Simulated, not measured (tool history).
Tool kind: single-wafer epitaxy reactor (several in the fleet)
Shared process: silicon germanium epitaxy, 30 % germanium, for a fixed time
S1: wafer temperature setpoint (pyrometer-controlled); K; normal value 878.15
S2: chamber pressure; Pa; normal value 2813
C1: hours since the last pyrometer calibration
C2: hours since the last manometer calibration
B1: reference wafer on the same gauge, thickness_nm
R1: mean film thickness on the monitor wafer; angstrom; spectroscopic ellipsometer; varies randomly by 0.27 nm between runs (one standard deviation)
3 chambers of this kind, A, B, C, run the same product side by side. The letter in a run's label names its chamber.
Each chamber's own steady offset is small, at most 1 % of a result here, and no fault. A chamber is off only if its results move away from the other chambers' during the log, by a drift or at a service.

| run | hour | S1 | S2 | C1 | C2 | B1 | R1 |
|---|---|---|---|---|---|---|---|
| 1C | 3.8 | 878.15 | 2813 | 1000.3 | 855.5 | 61.022 | 657.34 |
| 2B | 7.0 | 878.15 | 2813 | 127.5 | 1139.2 | 61.143 | 662.23 |
| 3A | 12.7 | 878.15 | 2813 | 560.9 | 854.8 | 61.054 | 661.02 |
| 4A | 16.7 | 878.15 | 2813 | 564.9 | 858.8 | 61.097 | 659.81 |
| 5C | 23.2 | 887.15 | 2466 | 1019.7 | 874.9 | 61.077 | 732.38 |
| 6B | 29.4 | 887.15 | 2466 | 149.9 | 1161.6 | 61.148 | 725.32 |
| 7C | 34.9 | 887.15 | 2466 | 1031.4 | 886.6 | 61.203 | 733.74 |
| 8A | 38.0 | 878.15 | 2813 | 586.2 | 880.1 | 61.069 | 660.20 |
| 9B | 41.6 | 878.15 | 2813 | 162.1 | 1173.8 | 61.052 | 657.34 |
| 10C | 46.6 | 878.15 | 2813 | 1043.1 | 898.3 | 61.054 | 652.89 |
| 11B | 53.2 | 888.15 | 3226 | 173.7 | 1185.4 | 61.070 | 830.12 |
| 12A | 58.3 | 888.15 | 3226 | 606.5 | 900.4 | 61.092 | 836.69 |
| 13B | 61.7 | 888.15 | 3226 | 182.2 | 1193.9 | 61.120 | 823.76 |
| 14A | 68.8 | 878.15 | 3333 | 617.0 | 910.9 | 61.099 | 702.14 |
| 15C | 72.0 | 878.15 | 3333 | 1068.5 | 923.7 | 61.034 | 700.31 |
| 16A | 76.7 | 878.15 | 3333 | 624.9 | 918.8 | 61.056 | 701.57 |
| 17B | 83.8 | 878.15 | 2813 | 204.3 | 1216.0 | 61.090 | 654.84 |
| 18C | 87.3 | 878.15 | 2813 | 1083.8 | 939.0 | 61.119 | 652.57 |
| 19C | 91.9 | 878.15 | 2813 | 1088.4 | 943.6 | 61.145 | 652.78 |
| 20A | 98.9 | 878.15 | 2813 | 647.1 | 941.0 | 61.119 | 663.82 |
| 21B | 105.2 | 878.15 | 2813 | 225.7 | 1237.4 | 61.118 | 655.76 |
| 22A | 109.7 | 878.15 | 2813 | 657.9 | 951.8 | 61.062 | 657.79 |
| 23B | 113.6 | 866.15 | 2813 | 234.1 | 1245.8 | 61.072 | 525.64 |
| 24C | 119.9 | 866.15 | 2813 | 1116.4 | 971.6 | 61.027 | 522.48 |
| 25A | 125.2 | 866.15 | 2813 | 673.4 | 967.3 | 61.076 | 524.86 |
| 26B | 130.4 | 878.15 | 2813 | 250.9 | 1262.6 | 61.097 | 660.66 |
| 27C | 137.5 | 878.15 | 2813 | 1134.0 | 989.2 | 61.091 | 648.93 |
| 28B | 142.1 | 878.15 | 2813 | 262.6 | 1274.3 | 61.109 | 662.21 |
| 29C | 147.6 | 878.15 | 2813 | 1144.1 | 999.3 | 61.069 | 650.39 |
| 30A | 152.7 | 878.15 | 2813 | 700.9 | 994.8 | 61.083 | 658.33 |
| 31A | 159.4 | 878.15 | 2813 | 707.6 | 1001.5 | 61.135 | 659.69 |
| 32C | 162.8 | 878.15 | 2813 | 1159.3 | 1014.5 | 61.092 | 646.98 |
| 33B | 169.3 | 878.15 | 3080 | 289.8 | 1301.5 | 61.058 | 680.37 |
| 34B | 174.3 | 878.15 | 3080 | 294.8 | 1306.5 | 61.111 | 687.22 |
| 35A | 178.5 | 878.15 | 3080 | 726.7 | 1020.6 | 61.085 | 681.61 |
| 36C | 183.2 | 878.15 | 2813 | 1179.7 | 1034.9 | 61.108 | 644.25 |
| 37C | 190.2 | 878.15 | 2813 | 1186.7 | 1041.9 | 61.148 | 645.46 |
| 38A | 195.0 | 878.15 | 2813 | 743.2 | 1037.1 | 61.159 | 652.20 |
|  | 199.3 | chamber A: capacitance manometer re-zeroed and calibrated |
| 39B | 200.3 | 878.15 | 2813 | 320.8 | 1332.5 | 61.066 | 657.21 |
| 40C | 206.6 | 878.15 | 2813 | 1203.1 | 1058.3 | 61.081 | 645.81 |
| 41A | 211.4 | 878.15 | 2813 | 759.6 | 12.1 | 61.066 | 660.40 |

Is one chamber out of step, is the gauge drifting, or do the chambers differ by no more than their own small offsets? For an off chamber, give its letter and the likeliest cause.

Chamber C drifts away from the others.
Cause: true pressure below the setpoint (%) = 5.27.
The log might look much the same if the cause were instead: wafer temperature below the value expected at the setpoint (K).

Below are 4 candidate recipes for chamber C's next run, each the usual settings with a change, their results shown as question marks. Which of them brings C's results back in line with what the other chambers give on the usual settings?
In line means no further than this from the other chambers' mean on the usual settings: R1 9.40 angstrom
| 42C-1 | 216.5 | 878.15 | 3160 |  |  |  | ? |
| 42C-2 | 216.5 | 878.15 | 2640 |  |  |  | ? |
| 42C-3 | 216.5 | 875.15 | 2813 |  |  |  | ? |
| 42C-4 | 216.5 | 878.15 | 2986 |  |  |  | ? |

On the usual settings, the other chambers give on average: R1 657.96 angstrom
| run | R1 |
|---|---|
| 42C-1 | 673.72 |
| 42C-2 | 626.90 |
| 42C-3 | 608.78 |
| 42C-4 | 658.66 |
Change 42C-4 lands the chamber within the allowed miss of the other chambers.

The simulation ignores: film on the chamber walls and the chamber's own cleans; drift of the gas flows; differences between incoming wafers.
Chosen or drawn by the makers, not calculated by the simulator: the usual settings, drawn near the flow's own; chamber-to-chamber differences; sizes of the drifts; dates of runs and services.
